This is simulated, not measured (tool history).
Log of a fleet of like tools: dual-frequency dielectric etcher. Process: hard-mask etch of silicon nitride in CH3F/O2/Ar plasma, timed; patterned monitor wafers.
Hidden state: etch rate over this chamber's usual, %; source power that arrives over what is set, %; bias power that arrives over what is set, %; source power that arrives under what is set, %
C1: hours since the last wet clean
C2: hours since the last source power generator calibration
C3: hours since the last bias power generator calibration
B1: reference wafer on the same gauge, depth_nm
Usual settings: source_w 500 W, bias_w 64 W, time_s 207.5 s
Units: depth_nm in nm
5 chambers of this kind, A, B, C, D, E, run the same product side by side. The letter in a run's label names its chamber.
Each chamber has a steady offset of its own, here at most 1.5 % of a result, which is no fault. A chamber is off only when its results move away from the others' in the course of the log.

run 1C hour=7.8 | source_w=500 bias_w=64 time_s=207.5 | C1=81.0 C2=2180.7 C3=1857.7 | B1=133.95 | depth_nm=152.50
-- hour=11.7 chamber E: wet clean of the chamber
run 2B hour=14.8 | source_w=500 bias_w=64 time_s=207.5 | C1=180.3 C2=2175.3 C3=3103.5 | B1=133.98 | depth_nm=153.77
run 3E hour=18.8 | source_w=500 bias_w=64 time_s=207.5 | C1=7.1 C2=3293.0 C3=3372.8 | B1=133.66 | depth_nm=152.46
run 4A hour=25.9 | source_w=500 bias_w=64 time_s=207.5 | C1=453.2 C2=2460.8 C3=378.5 | B1=134.13 | depth_nm=154.38
run 5D hour=31.4 | source_w=500 bias_w=64 time_s=245.0 | C1=65.3 C2=153.8 C3=1628.5 | B1=133.95 | depth_nm=182.07
run 6C hour=37.7 | source_w=500 bias_w=64 time_s=245.0 | C1=110.9 C2=2210.6 C3=1887.6 | B1=134.03 | depth_nm=177.04
run 7A hour=43.5 | source_w=500 bias_w=64 time_s=245.0 | C1=470.8 C2=2478.4 C3=396.1 | B1=134.09 | depth_nm=179.52
run 8B hour=49.1 | source_w=500 bias_w=64 time_s=245.0 | C1=214.6 C2=2209.6 C3=3137.8 | B1=134.10 | depth_nm=180.26
run 9E hour=54.0 | source_w=500 bias_w=64 time_s=245.0 | C1=42.3 C2=3328.2 C3=3408.0 | B1=133.79 | depth_nm=181.00
run 10D hour=58.5 | source_w=500 bias_w=64 time_s=207.5 | C1=92.4 C2=180.9 C3=1655.6 | B1=133.90 | depth_nm=154.02
run 11C hour=63.3 | source_w=500 bias_w=64 time_s=207.5 | C1=136.5 C2=2236.2 C3=1913.2 | B1=133.91 | depth_nm=150.19
run 12A hour=68.3 | source_w=500 bias_w=64 time_s=207.5 | C1=495.6 C2=2503.2 C3=420.9 | B1=134.04 | depth_nm=153.96
run 13D hour=75.5 | source_w=440 bias_w=71 time_s=207.5 | C1=109.4 C2=197.9 C3=1672.6 | B1=133.85 | depth_nm=150.18
run 14B hour=79.3 | source_w=440 bias_w=71 time_s=207.5 | C1=244.8 C2=2239.8 C3=3168.0 | B1=134.18 | depth_nm=150.89
run 15E hour=85.4 | source_w=440 bias_w=71 time_s=207.5 | C1=73.7 C2=3359.6 C3=3439.4 | B1=133.95 | depth_nm=152.05
run 16D hour=92.3 | source_w=440 bias_w=71 time_s=207.5 | C1=126.2 C2=214.7 C3=1689.4 | B1=134.03 | depth_nm=151.30
-- hour=94.3 chamber A: wet clean of the chamber
run 17C hour=97.5 | source_w=440 bias_w=71 time_s=207.5 | C1=170.7 C2=2270.4 C3=1947.4 | B1=133.97 | depth_nm=147.93
-- hour=101.1 chamber C: source power generator calibrated
run 18E hour=104.8 | source_w=500 bias_w=64 time_s=207.5 | C1=93.1 C2=3379.0 C3=3458.8 | B1=133.99 | depth_nm=152.81
run 19A hour=112.8 | source_w=570 bias_w=64 time_s=161.0 | C1=18.6 C2=2547.7 C3=465.4 | B1=134.19 | depth_nm=130.94
run 20B hour=120.6 | source_w=570 bias_w=64 time_s=161.0 | C1=286.1 C2=2281.1 C3=3209.3 | B1=134.10 | depth_nm=124.85
run 21A hour=125.6 | source_w=570 bias_w=64 time_s=161.0 | C1=31.4 C2=2560.5 C3=478.2 | B1=133.99 | depth_nm=131.63
run 22E hour=132.7 | source_w=570 bias_w=64 time_s=161.0 | C1=121.0 C2=3406.9 C3=3486.7 | B1=133.93 | depth_nm=125.56
run 23B hour=140.2 | source_w=570 bias_w=64 time_s=161.0 | C1=305.7 C2=2300.7 C3=3228.9 | B1=134.28 | depth_nm=125.93
run 24D hour=144.9 | source_w=500 bias_w=64 time_s=207.5 | C1=178.8 C2=267.3 C3=1742.0 | B1=134.01 | depth_nm=153.54
run 25C hour=150.4 | source_w=500 bias_w=64 time_s=207.5 | C1=223.6 C2=49.4 C3=2000.3 | B1=133.95 | depth_nm=151.08
run 26D hour=157.7 | source_w=500 bias_w=64 time_s=207.5 | C1=191.6 C2=280.1 C3=1754.8 | B1=133.93 | depth_nm=153.89
run 27A hour=166.0 | source_w=500 bias_w=64 time_s=254.5 | C1=71.8 C2=2600.9 C3=518.6 | B1=134.03 | depth_nm=199.82
-- hour=170.5 chamber C: bias power generator calibrated
run 28C hour=171.0 | source_w=500 bias_w=64 time_s=254.5 | C1=244.2 C2=70.0 C3=0.6 | B1=134.04 | depth_nm=185.53
run 29E hour=175.1 | source_w=500 bias_w=64 time_s=254.5 | C1=163.4 C2=3449.3 C3=3529.1 | B1=133.94 | depth_nm=185.35
run 30B hour=180.2 | source_w=500 bias_w=64 time_s=254.5 | C1=345.7 C2=2340.7 C3=3268.9 | B1=134.17 | depth_nm=186.11
run 31A hour=187.9 | source_w=500 bias_w=64 time_s=254.5 | C1=93.7 C2=2622.8 C3=540.5 | B1=134.06 | depth_nm=199.57
run 32B hour=192.5 | source_w=500 bias_w=64 time_s=207.5 | C1=358.0 C2=2353.0 C3=3281.2 | B1=133.97 | depth_nm=153.16
run 33C hour=197.9 | source_w=500 bias_w=64 time_s=207.5 | C1=271.1 C2=96.9 C3=27.5 | B1=133.98 | depth_nm=150.82
run 34E hour=206.2 | source_w=500 bias_w=64 time_s=207.5 | C1=194.5 C2=3480.4 C3=3560.2 | B1=133.85 | depth_nm=152.46
run 35D hour=211.8 | source_w=500 bias_w=64 time_s=207.5 | C1=245.7 C2=334.2 C3=1808.9 | B1=133.88 | depth_nm=153.04
run 36A hour=219.2 | source_w=500 bias_w=64 time_s=207.5 | C1=125.0 C2=2654.1 C3=571.8 | B1=134.06 | depth_nm=161.79
run 37C hour=223.6 | source_w=500 bias_w=64 time_s=207.5 | C1=296.8 C2=122.6 C3=53.2 | B1=134.01 | depth_nm=153.21
run 38E hour=230.7 | source_w=500 bias_w=64 time_s=257.5 | C1=219.0 C2=3504.9 C3=3584.7 | B1=133.99 | depth_nm=189.03
run 39B hour=237.1 | source_w=500 bias_w=64 time_s=257.5 | C1=402.6 C2=2397.6 C3=3325.8 | B1=133.71 | depth_nm=188.39
run 40D hour=245.0 | source_w=500 bias_w=64 time_s=257.5 | C1=278.9 C2=367.4 C3=1842.1 | B1=134.07 | depth_nm=189.48
run 41A hour=252.6 | source_w=500 bias_w=64 time_s=257.5 | C1=158.4 C2=2687.5 C3=605.2 | B1=134.01 | depth_nm=200.63
run 42D hour=257.9 | source_w=500 bias_w=64 time_s=257.5 | C1=291.8 C2=380.3 C3=1855.0 | B1=134.01 | depth_nm=190.66

Is one chamber off against the others, does the gauge drift, or is nothing wrong? If a chamber is off, say which, and what the likeliest cause is.

A service left chamber A off against the others.
Cause: etch rate over this chamber's usual, % = 5.13.

Here are 4 candidates for chamber A's next run, each the usual settings with a change, their results left as question marks. Which one brings its results back in line with what the others give on the usual settings?
In line means no further than this from the other chambers' mean on the usual settings: depth_nm 3.10 nm
run 43A-1 hour=263.9 | source_w=500 bias_w=68 time_s=207.5 | depth_nm=?
run 43A-2 hour=263.9 | source_w=510 bias_w=65 time_s=218.0 | depth_nm=?
run 43A-3 hour=263.9 | source_w=500 bias_w=64 time_s=203.0 | depth_nm=?
run 43A-4 hour=263.9 | source_w=490 bias_w=63 time_s=197.0 | depth_nm=?

The other chambers' mean on the usual settings: depth_nm 152.42 nm
run=43A-1 depth_nm=164.61
run=43A-2 depth_nm=171.64
run=43A-3 depth_nm=157.80
run=43A-4 depth_nm=151.16
43A-4 brings the chamber back in line.
